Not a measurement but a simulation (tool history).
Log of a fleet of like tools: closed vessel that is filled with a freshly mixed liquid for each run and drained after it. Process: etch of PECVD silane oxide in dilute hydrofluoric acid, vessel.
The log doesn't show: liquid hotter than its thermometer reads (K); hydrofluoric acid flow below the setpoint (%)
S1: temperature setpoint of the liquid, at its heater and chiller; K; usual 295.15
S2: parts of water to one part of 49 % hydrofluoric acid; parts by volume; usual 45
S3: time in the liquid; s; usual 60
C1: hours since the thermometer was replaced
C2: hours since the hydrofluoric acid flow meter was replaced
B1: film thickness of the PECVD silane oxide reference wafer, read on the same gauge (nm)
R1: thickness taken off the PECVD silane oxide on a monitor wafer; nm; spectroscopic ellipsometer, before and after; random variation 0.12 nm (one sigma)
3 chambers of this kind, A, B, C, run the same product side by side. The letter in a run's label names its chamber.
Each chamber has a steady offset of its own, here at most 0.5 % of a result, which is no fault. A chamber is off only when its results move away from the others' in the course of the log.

run,day,S1,S2,S3,C1,C2,B1,R1
1B,0.112,295.15,45,60,979.4,963.5,130,22.203
2C,0.283,295.15,45,60,1180.4,932.5,130,22.124
3A,0.412,295.15,45,60,1815.2,1743.8,129.99,22.213
4A,0.538,295.15,45,60,1818.2,1746.8,130,22.499
5C,0.708,295.15,45,60,1190.6,942.7,129.99,22.217
6B,0.833,295.15,45,60,996.7,980.8,130.01,22.168
7B,0.967,295.15,45,60,999.9,984,130,22.375
8C,1.129,295.15,45,60,1200.7,952.8,130.01,22.22
9A,1.292,295.15,45,60,1836.3,1764.9,130,22.395
10A,1.475,295.15,45,60,1840.7,1769.3,130,22.36
11C,1.638,295.15,45,60,1212.9,965,130,22.171
12B,1.771,295.15,45,60,1019.2,1003.3,129.99,22.197
13C,1.958,295.15,45,60,1220.6,972.7,129.99,22.356
14A,2.138,295.15,45,60,1856.6,1785.2,130,22.331
15B,2.238,295.15,45,60,1030.4,1014.5,129.97,22.275
16C,2.346,295.15,45,60,1229.9,982,129.99,22.124
17A,2.496,295.15,45,60,1865.2,1793.8,129.98,22.338
18B,2.608,295.15,45,60,1039.3,1023.4,130.03,22.289
19C,2.721,295.15,45,60,1238.9,991,130.01,22.235
20B,2.804,295.15,45,60,1044,1028.1,130,22.051
21A,2.921,295.15,45,60,1875.4,1804,129.98,22.464
22B,3.046,295.15,45,60,1049.8,1033.9,130,22.074
23C,3.142,295.15,45,60,1249,1001.1,129.99,22.078
24A,3.333,295.15,45,60,1885.3,1813.9,129.98,22.436
25C,3.504,295.15,45,60,1257.7,1009.8,130.03,22.31
26A,3.633,295.15,45,60,1892.5,1821.1,130.01,22.293
27B,3.817,295.15,45,60,1068.3,1052.4,130,22.292
28C,3.946,295.15,45,60,1268.3,1020.4,129.99,22.195
29A,4.117,295.15,45,60,1904.1,1832.7,130.03,22.634
30B,4.204,295.15,45,60,1077.6,1061.7,129.99,22.027
31A,4.35,295.15,45,60,1909.7,1838.3,129.98,22.393
32C,4.467,298.15,55,60,1280.8,1032.9,130.02,20.255
33B,4.658,298.15,55,60,1088.5,1072.6,129.97,20.411
34C,4.742,298.15,55,60,1287.4,1039.5,130,20.307
35A,4.929,295.15,45,60,1923.6,1852.2,129.99,22.308
36B,5.038,295.15,45,60,1097.6,1081.7,129.99,22.373
37B,5.196,295.15,45,60,1101.4,1085.5,130.02,22.407
38C,5.367,295.15,45,60,1302.4,1054.5,130.01,22.127
39A,5.488,295.15,45,60,1937,1865.6,130.01,22.455
40A,5.579,295.15,45,60,1939.2,1867.8,129.99,22.152
41B,5.675,295.15,45,60,1112.9,1097,129.97,22.108
42C,5.771,295.15,45,60,1312.1,1064.2,130.02,22.315
43B,5.888,295.15,45,60,1118,1102.1,129.99,22.286
44C,6.054,299.65,45,60,1318.9,1071,130.01,26.704

What goes on in this fleet: one chamber off, a drifting gauge, or nothing beyond the chambers' own small offsets? Name the chamber and the cause, if any.

No chamber stands off beyond its own small offset, and the gauge holds steady.
